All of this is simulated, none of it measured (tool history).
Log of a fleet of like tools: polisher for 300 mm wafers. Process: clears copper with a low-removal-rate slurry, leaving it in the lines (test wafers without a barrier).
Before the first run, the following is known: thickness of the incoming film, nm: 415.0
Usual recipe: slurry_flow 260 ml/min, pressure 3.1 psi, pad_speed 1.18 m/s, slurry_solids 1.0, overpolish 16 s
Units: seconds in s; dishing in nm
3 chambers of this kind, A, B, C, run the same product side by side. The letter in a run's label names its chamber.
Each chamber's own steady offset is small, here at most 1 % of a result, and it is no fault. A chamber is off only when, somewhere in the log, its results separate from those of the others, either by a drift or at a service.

| run | hour | slurry_flow | pressure | pad_speed | slurry_solids | overpolish | wafers polished on this pad | hours since the slurry nozzle was cleaned | hours since the head pressure was calibrated | hours since the slurry blender was calibrated | seconds | dishing |
|---|---|---|---|---|---|---|---|---|---|---|---|---|
| 1C | 11.6 | 260 | 3.1 | 1.18 | 1.0 | 16 | 219 | 200.6 | 278.0 | 115.5 | 117.100 | 38.865 |
| 2A | 20.8 | 260 | 3.1 | 1.18 | 1.0 | 16 | 1063 | 448.7 | 911.9 | 154.7 | 116.020 | 38.947 |
| 3B | 29.7 | 260 | 3.1 | 1.18 | 1.0 | 16 | 777 | 442.8 | 138.4 | 30.0 | 117.090 | 38.014 |
| 4C | 38.2 | 260 | 3.1 | 1.18 | 1.0 | 16 | 380 | 227.2 | 304.6 | 142.1 | 116.250 | 38.094 |
|  | 43.6 | chamber C: slurry blender recalibrated |
| 5B | 43.9 | 260 | 3.1 | 1.18 | 1.0 | 16 | 863 | 457.0 | 152.6 | 44.2 | 116.880 | 37.762 |
|  | 46.5 | chamber A: worn pad replaced by a new one |
|  | 46.7 | chamber B: slurry nozzle cleaned |
|  | 52.9 | chamber A: slurry nozzle cleaned |
| 6A | 55.9 | 260 | 3.1 | 1.18 | 1.0 | 16 | 57 | 3.0 | 947.0 | 189.8 | 113.470 | 38.210 |
| 7C | 61.8 | 260 | 3.1 | 1.18 | 1.0 | 16 | 524 | 250.8 | 328.2 | 18.3 | 114.590 | 38.692 |
| 8A | 67.5 | 215 | 3.1 | 1.18 | 1.0 | 7 | 127 | 14.6 | 958.6 | 201.4 | 118.800 | 18.374 |
| 9B | 74.0 | 215 | 3.1 | 1.18 | 1.0 | 7 | 1046 | 27.3 | 182.7 | 74.3 | 119.660 | 18.048 |
| 10A | 80.5 | 215 | 3.1 | 1.18 | 1.0 | 7 | 206 | 27.6 | 971.6 | 214.4 | 118.530 | 18.149 |
| 11C | 92.9 | 260 | 3.1 | 1.18 | 1.0 | 16 | 713 | 281.9 | 359.3 | 49.4 | 114.420 | 38.845 |
| 12B | 105.3 | 260 | 3.1 | 1.18 | 1.0 | 16 | 1236 | 58.6 | 214.0 | 105.6 | 118.700 | 38.141 |
|  | 106.7 | chamber C: slurry nozzle cleaned |
| 13A | 115.2 | 260 | 3.1 | 1.18 | 1.0 | 16 | 417 | 62.3 | 1006.3 | 249.1 | 115.770 | 37.618 |
| 14C | 124.9 | 260 | 3.1 | 1.18 | 1.0 | 16 | 907 | 18.2 | 391.3 | 81.4 | 112.730 | 38.755 |
| 15B | 133.5 | 260 | 3.5 | 1.18 | 0.8 | 16 | 1407 | 86.8 | 242.2 | 133.8 | 110.930 | 40.542 |
| 16B | 141.2 | 260 | 3.5 | 1.18 | 0.8 | 16 | 1454 | 94.5 | 249.9 | 141.5 | 110.640 | 39.936 |
|  | 146.2 | chamber C: worn pad replaced by a new one |
| 17C | 148.3 | 260 | 3.5 | 1.18 | 0.8 | 16 | 13 | 41.6 | 414.7 | 104.8 | 106.090 | 41.339 |
| 18A | 160.5 | 285 | 4.1 | 1.18 | 1.0 | 16 | 692 | 107.6 | 1051.6 | 294.4 | 87.097 | 49.114 |
| 19A | 172.8 | 285 | 4.1 | 1.18 | 1.0 | 16 | 767 | 119.9 | 1063.9 | 306.7 | 86.767 | 48.962 |
| 20B | 179.9 | 285 | 4.1 | 1.18 | 1.0 | 16 | 1689 | 133.2 | 288.6 | 180.2 | 90.242 | 47.933 |
|  | 180.1 | chamber C: slurry blender recalibrated |
| 21C | 192.0 | 260 | 3.1 | 1.18 | 1.0 | 16 | 278 | 85.3 | 458.4 | 12.0 | 113.510 | 38.985 |
|  | 193.6 | chamber B: slurry blender recalibrated |
| 22C | 200.9 | 260 | 3.1 | 1.18 | 1.0 | 16 | 332 | 94.2 | 467.3 | 20.9 | 113.680 | 39.511 |
| 23B | 208.9 | 260 | 3.1 | 1.18 | 1.0 | 16 | 1865 | 162.2 | 317.6 | 15.4 | 122.240 | 36.627 |
| 24A | 217.6 | 345 | 3.1 | 1.18 | 1.0 | 16 | 1039 | 164.7 | 1108.7 | 351.5 | 112.780 | 39.516 |
| 25B | 228.2 | 345 | 3.1 | 1.18 | 1.0 | 16 | 1982 | 181.5 | 336.9 | 34.7 | 120.480 | 37.810 |
| 26A | 235.7 | 345 | 3.1 | 1.18 | 1.0 | 16 | 1149 | 182.8 | 1126.8 | 369.6 | 112.370 | 39.468 |
| 27C | 244.3 | 260 | 3.1 | 1.18 | 1.0 | 16 | 596 | 137.6 | 510.7 | 64.3 | 116.060 | 38.668 |
|  | 251.0 | chamber A: slurry blender recalibrated |
| 28A | 251.6 | 260 | 3.1 | 1.18 | 1.0 | 16 | 1245 | 198.7 | 1142.7 | 0.7 | 113.150 | 39.421 |
| 29C | 260.3 | 260 | 3.1 | 1.18 | 1.0 | 16 | 693 | 153.6 | 526.7 | 80.3 | 114.680 | 39.167 |
|  | 264.3 | chamber A: worn pad replaced by a new one |
| 30B | 268.0 | 260 | 2.1 | 0.80 | 1.0 | 16 | 2224 | 221.3 | 376.7 | 74.5 | 274.960 | 17.637 |
| 31B | 280.6 | 260 | 2.1 | 0.80 | 1.0 | 16 | 2300 | 233.9 | 389.3 | 87.1 | 272.050 | 17.716 |
| 32C | 292.3 | 260 | 2.1 | 0.80 | 1.0 | 16 | 887 | 185.6 | 558.7 | 112.3 | 247.590 | 18.937 |
| 33A | 300.8 | 260 | 3.1 | 1.18 | 1.0 | 16 | 221 | 247.9 | 1191.9 | 49.9 | 117.110 | 38.423 |
| 34C | 311.8 | 190 | 3.1 | 1.18 | 1.0 | 9 | 1005 | 205.1 | 578.2 | 131.8 | 120.150 | 22.496 |
|  | 312.4 | chamber C: slurry blender recalibrated |
|  | 312.5 | chamber C: worn pad replaced by a new one |
| 35A | 324.0 | 190 | 3.1 | 1.18 | 1.0 | 9 | 362 | 271.1 | 1215.1 | 73.1 | 118.740 | 22.576 |
| 36B | 331.1 | 190 | 3.1 | 1.18 | 1.0 | 9 | 2607 | 284.4 | 439.8 | 137.6 | 133.230 | 20.545 |
| 37C | 342.8 | 260 | 3.1 | 1.18 | 1.0 | 16 | 184 | 236.1 | 609.2 | 30.4 | 113.470 | 39.496 |
|  | 346.6 | chamber C: slurry nozzle cleaned |
| 38B | 348.7 | 260 | 3.1 | 1.18 | 1.0 | 16 | 2713 | 302.0 | 457.4 | 155.2 | 127.340 | 35.638 |
| 39A | 359.3 | 260 | 3.1 | 1.18 | 1.0 | 16 | 577 | 306.4 | 1250.4 | 108.4 | 117.170 | 38.555 |
| 40B | 369.2 | 260 | 3.1 | 1.18 | 1.0 | 16 | 2838 | 322.5 | 477.9 | 175.7 | 125.220 | 35.312 |
| 41A | 376.8 | 260 | 3.1 | 1.18 | 1.0 | 16 | 683 | 323.9 | 1267.9 | 125.9 | 117.250 | 38.196 |
|  | 384.5 | chamber B: slurry blender recalibrated |
| 42C | 385.0 | 260 | 3.1 | 1.18 | 1.0 | 16 | 440 | 38.4 | 651.4 | 72.6 | 114.910 | 38.920 |
| 43B | 392.4 | 260 | 3.1 | 1.18 | 1.0 | 16 | 2979 | 345.7 | 501.1 | 7.9 | 132.760 | 34.792 |

Predict what each chamber gives when all 3 of them run the settings below next.
| 44A | 401.5 | 260 | 3.1 | 1.18 | 1.0 | 25 |  |  |  |  | ? | ? |
| 44B | 401.5 | 260 | 3.1 | 1.18 | 1.0 | 25 |  |  |  |  | ? | ? |
| 44C | 401.5 | 260 | 3.1 | 1.18 | 1.0 | 25 |  |  |  |  | ? | ? |

| run | seconds | dishing |
|---|---|---|
| 44A | 115.630 | 54.884 |
| 44B | 127.230 | 49.693 |
| 44C | 113.780 | 55.345 |
